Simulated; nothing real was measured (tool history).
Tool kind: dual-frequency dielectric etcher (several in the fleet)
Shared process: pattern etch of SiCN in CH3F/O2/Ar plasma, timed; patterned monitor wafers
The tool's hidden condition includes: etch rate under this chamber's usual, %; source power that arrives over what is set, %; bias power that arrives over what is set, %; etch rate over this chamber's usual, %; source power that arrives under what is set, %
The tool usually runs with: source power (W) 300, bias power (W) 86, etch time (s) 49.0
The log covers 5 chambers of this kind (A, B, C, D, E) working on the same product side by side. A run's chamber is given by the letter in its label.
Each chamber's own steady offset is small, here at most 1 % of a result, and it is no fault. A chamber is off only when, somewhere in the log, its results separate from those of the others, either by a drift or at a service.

run   hour  source power (W)  bias power (W)  etch time (s)  hours since the last wet clean  hours since the last source power generator calibration  hours since the last bias power generator calibration  read-back reference wafer on the same gauge, depth_nm  mean etch depth across the wafer (nm)
 1B    3.1               300              86           49.0                           320.6                                                   1755.9                                                 2353.6                                                 16.408                                 17.644
 2D    6.2               300              86           49.0                           485.0                                                    937.2                                                  994.0                                                 16.401                                 17.682
       7.7  -- chamber B: source power generator calibrated
 3E   10.4               300              86           49.0                            42.3                                                   2281.0                                                  969.6                                                 16.394                                 17.452
 4A   15.0               300              86           49.0                           190.9                                                   2585.5                                                  958.7                                                 16.409                                 17.508
 5C   19.4               300              86           49.0                            54.1                                                    846.3                                                  853.5                                                 16.400                                 17.534
 6C   22.4               340              86           49.0                            57.1                                                    849.3                                                  856.5                                                 16.404                                 18.323
 7D   26.1               340              86           49.0                           504.9                                                    957.1                                                 1013.9                                                 16.393                                 18.503
 8B   30.4               340              86           49.0                           347.9                                                     22.8                                                 2380.9                                                 16.401                                 18.540
 9E   33.8               340              86           49.0                            65.7                                                   2304.4                                                  993.0                                                 16.411                                 18.372
10A   36.8               340              86           49.0                           212.7                                                   2607.3                                                  980.5                                                 16.400                                 18.399
11A   39.4               300              86           49.0                           215.3                                                   2609.9                                                  983.1                                                 16.394                                 17.547
      40.0  -- chamber D: wet clean of the chamber
12E   41.5               300              86           49.0                            73.4                                                   2312.1                                                 1000.7                                                 16.393                                 17.527
13D   46.0               300              86           49.0                             6.0                                                    977.0                                                 1033.8                                                 16.401                                 17.906
14B   50.4               300              86           49.0                           367.9                                                     42.8                                                 2400.9                                                 16.400                                 17.758
15C   52.8               300              86           49.0                            87.5                                                    879.7                                                  886.9                                                 16.401                                 17.512
16C   55.4               300              86           49.0                            90.1                                                    882.3                                                  889.5                                                 16.400                                 17.430
17A   58.4               300              86           49.0                           234.3                                                   2628.9                                                 1002.1                                                 16.399                                 17.536
18B   62.5               300              86           49.0                           380.0                                                     54.9                                                 2413.0                                                 16.394                                 17.674
19D   66.0               300              86           49.0                            26.0                                                    997.0                                                 1053.8                                                 16.398                                 17.787
20E   68.0               300              86           49.0                            99.9                                                   2338.6                                                 1027.2                                                 16.402                                 17.561
21C   70.5               300              86           56.5                           105.2                                                    897.4                                                  904.6                                                 16.395                                 20.206
22E   74.6               300              86           56.5                           106.5                                                   2345.2                                                 1033.8                                                 16.404                                 20.261
23B   78.2               300              86           56.5                           395.7                                                     70.6                                                 2428.7                                                 16.394                                 20.436
24D   80.5               300              86           56.5                            40.5                                                   1011.5                                                 1068.3                                                 16.399                                 20.601
25A   82.5               300              86           56.5                           258.4                                                   2653.0                                                 1026.2                                                 16.397                                 20.232
26E   87.0               300              86           49.0                           118.9                                                   2357.6                                                 1046.2                                                 16.401                                 17.548
27D   89.2               300              86           49.0                            49.2                                                   1020.2                                                 1077.0                                                 16.394                                 17.867
28C   91.5               300              86           49.0                           126.2                                                    918.4                                                  925.6                                                 16.399                                 17.483
29B   95.1               300              86           49.0                           412.6                                                     87.5                                                 2445.6                                                 16.391                                 17.723
30A   97.9               300              86           49.0                           273.8                                                   2668.4                                                 1041.6                                                 16.388                                 17.546
31B  101.3               220             106           49.0                           418.8                                                     93.7                                                 2451.8                                                 16.401                                 17.133
32A  105.5               220             106           49.0                           281.4                                                   2676.0                                                 1049.2                                                 16.402                                 16.897
33E  109.9               220             106           49.0                           141.8                                                   2380.5                                                 1069.1                                                 16.399                                 17.040

Decide between three cases: one chamber stands off from its peers, the gauge reading all wafers drifts, or nothing is wrong past each chamber's small offset. Where a chamber is off, say which and what most likely put it there.

The work done on chamber D during a service left it standing apart from the others.
Most likely cause: etch rate over this chamber's usual, % = 1.28.

Here are 4 candidates for chamber D's next run, each the usual settings with a change, their results left as question marks. Which one brings its results back in line with what the others give on the usual settings?
In line means no further than this from the other chambers' mean on the usual settings: mean etch depth across the wafer (nm) 0.140
34D-1  113.3               300              82           49.0                                                                                                                                                                                                                                             ?
34D-2  113.3               310              87           49.0                                                                                                                                                                                                                                             ?
34D-3  113.3               300              79           49.0                                                                                                                                                                                                                                             ?
34D-4  113.3               300              86           50.5                                                                                                                                                                                                                                             ?

Usual-settings mean across the other chambers: mean etch depth across the wafer (nm) 17.563
  run  mean etch depth across the wafer (nm)
34D-1                                 17.539
34D-2                                 18.155
34D-3                                 17.297
34D-4                                 18.402
It is 34D-1 that realigns the chamber with its peers.

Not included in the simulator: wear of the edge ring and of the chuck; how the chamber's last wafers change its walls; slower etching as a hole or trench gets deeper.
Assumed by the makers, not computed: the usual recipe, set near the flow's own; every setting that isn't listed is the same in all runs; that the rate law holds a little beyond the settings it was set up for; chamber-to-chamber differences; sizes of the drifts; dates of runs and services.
